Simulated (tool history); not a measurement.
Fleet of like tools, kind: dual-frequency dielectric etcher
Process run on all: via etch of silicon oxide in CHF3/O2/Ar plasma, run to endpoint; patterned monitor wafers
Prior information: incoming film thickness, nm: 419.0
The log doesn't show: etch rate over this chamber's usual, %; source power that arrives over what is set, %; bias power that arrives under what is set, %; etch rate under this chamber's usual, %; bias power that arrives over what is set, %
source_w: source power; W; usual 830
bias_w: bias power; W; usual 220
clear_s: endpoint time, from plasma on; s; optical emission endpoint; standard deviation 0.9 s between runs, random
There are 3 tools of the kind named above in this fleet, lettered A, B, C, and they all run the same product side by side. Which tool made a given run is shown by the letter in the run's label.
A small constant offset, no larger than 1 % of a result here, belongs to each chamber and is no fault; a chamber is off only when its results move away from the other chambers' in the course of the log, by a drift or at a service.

| run | hour | source_w | bias_w | hours since the last wet clean | hours since the last source power generator calibration | hours since the last bias power generator calibration | clear_s |
|---|---|---|---|---|---|---|---|
| 1A | 7.1 | 830 | 220 | 296.5 | 2386.7 | 964.6 | 175.05 |
| 2C | 13.2 | 830 | 220 | 382.4 | 1083.7 | 1300.5 | 172.81 |
| 3B | 18.6 | 830 | 220 | 148.2 | 582.6 | 2511.5 | 175.47 |
| 4A | 28.9 | 830 | 220 | 318.3 | 2408.5 | 986.4 | 174.75 |
| 5C | 34.1 | 830 | 220 | 403.3 | 1104.6 | 1321.4 | 174.84 |
| 6B | 44.1 | 830 | 220 | 173.7 | 608.1 | 2537 | 177.19 |
| 7B | 50.2 | 830 | 220 | 179.8 | 614.2 | 2543.1 | 175.1 |
| 8A | 59.4 | 830 | 220 | 348.8 | 2439 | 1016.9 | 176.46 |
| 9C | 69.3 | 830 | 220 | 438.5 | 1139.8 | 1356.6 | 173.87 |
| 10C | 78.6 | 830 | 220 | 447.8 | 1149.1 | 1365.9 | 175.73 |
| 11A | 83.7 | 830 | 220 | 373.1 | 2463.3 | 1041.2 | 175.6 |
| 12B | 91.2 | 710 | 192 | 220.8 | 655.2 | 2584.1 | 196.12 |
| 13A | 97 | 710 | 192 | 386.4 | 2476.6 | 1054.5 | 194.96 |
| 14B | 106.5 | 710 | 192 | 236.1 | 670.5 | 2599.4 | 197.25 |
| 15C | 115.6 | 830 | 220 | 484.8 | 1186.1 | 1402.9 | 174.44 |
| 16B | 120.8 | 830 | 220 | 250.4 | 684.8 | 2613.7 | 180.32 |
| 17A | 131.2 | 830 | 220 | 420.6 | 2510.8 | 1088.7 | 176.06 |
| 18C | 141.4 | 830 | 220 | 510.6 | 1211.9 | 1428.7 | 173.53 |
| 19C | 147.3 | 950 | 220 | 516.5 | 1217.8 | 1434.6 | 165.23 |
| 20A | 154.9 | 950 | 220 | 444.3 | 2534.5 | 1112.4 | 165.17 |
| 21B | 165.1 | 950 | 220 | 294.7 | 729.1 | 2658 | 170.62 |
| 22A | 175.3 | 830 | 220 | 464.7 | 2554.9 | 1132.8 | 175.87 |
| 23B | 186.1 | 640 | 203 | 315.7 | 750.1 | 2679 | 205.98 |
| 24C | 196.6 | 640 | 203 | 565.8 | 1267.1 | 1483.9 | 196.93 |
| 25A | 202.7 | 640 | 203 | 492.1 | 2582.3 | 1160.2 | 200.27 |
| 26B | 212.3 | 830 | 194 | 341.9 | 776.3 | 2705.2 | 189.88 |
| 27C | 221.9 | 830 | 194 | 591.1 | 1292.4 | 1509.2 | 179.9 |
| 28B | 229 | 830 | 194 | 358.6 | 793 | 2721.9 | 191.42 |
| 29A | 236.1 | 830 | 220 | 525.5 | 2615.7 | 1193.6 | 175.81 |

Does one chamber stand apart from the rest, does the shared gauge drift, or is all well apart from small per-chamber offsets? Give the chamber and the most likely cause, where there is one.

It is chamber B that slowly wanders off from its peers.
What lies behind it: etch rate under this chamber's usual, % = 4.92.

Which of the 4 candidates below, each the usual settings with something changed and its results left as question marks, puts chamber B back in line with what the other chambers give on the usual settings?
Maximum distance from the other chambers' mean on the usual settings for a result to count as in line: clear_s 3.2 s
| 30B-1 | 243.9 | 830 | 235 |  |  |  | ? |
| 30B-2 | 243.9 | 830 | 183 |  |  |  | ? |
| 30B-3 | 243.9 | 780 | 220 |  |  |  | ? |
| 30B-4 | 243.9 | 900 | 236 |  |  |  | ? |

The mean the other chambers reach with the usual settings: clear_s 174.59 s
| run | clear_s |
|---|---|
| 30B-1 | 180.46 |
| 30B-2 | 196.21 |
| 30B-3 | 188.96 |
| 30B-4 | 174.76 |
The answer is 30B-4, which returns the chamber to within the allowed miss of the others.
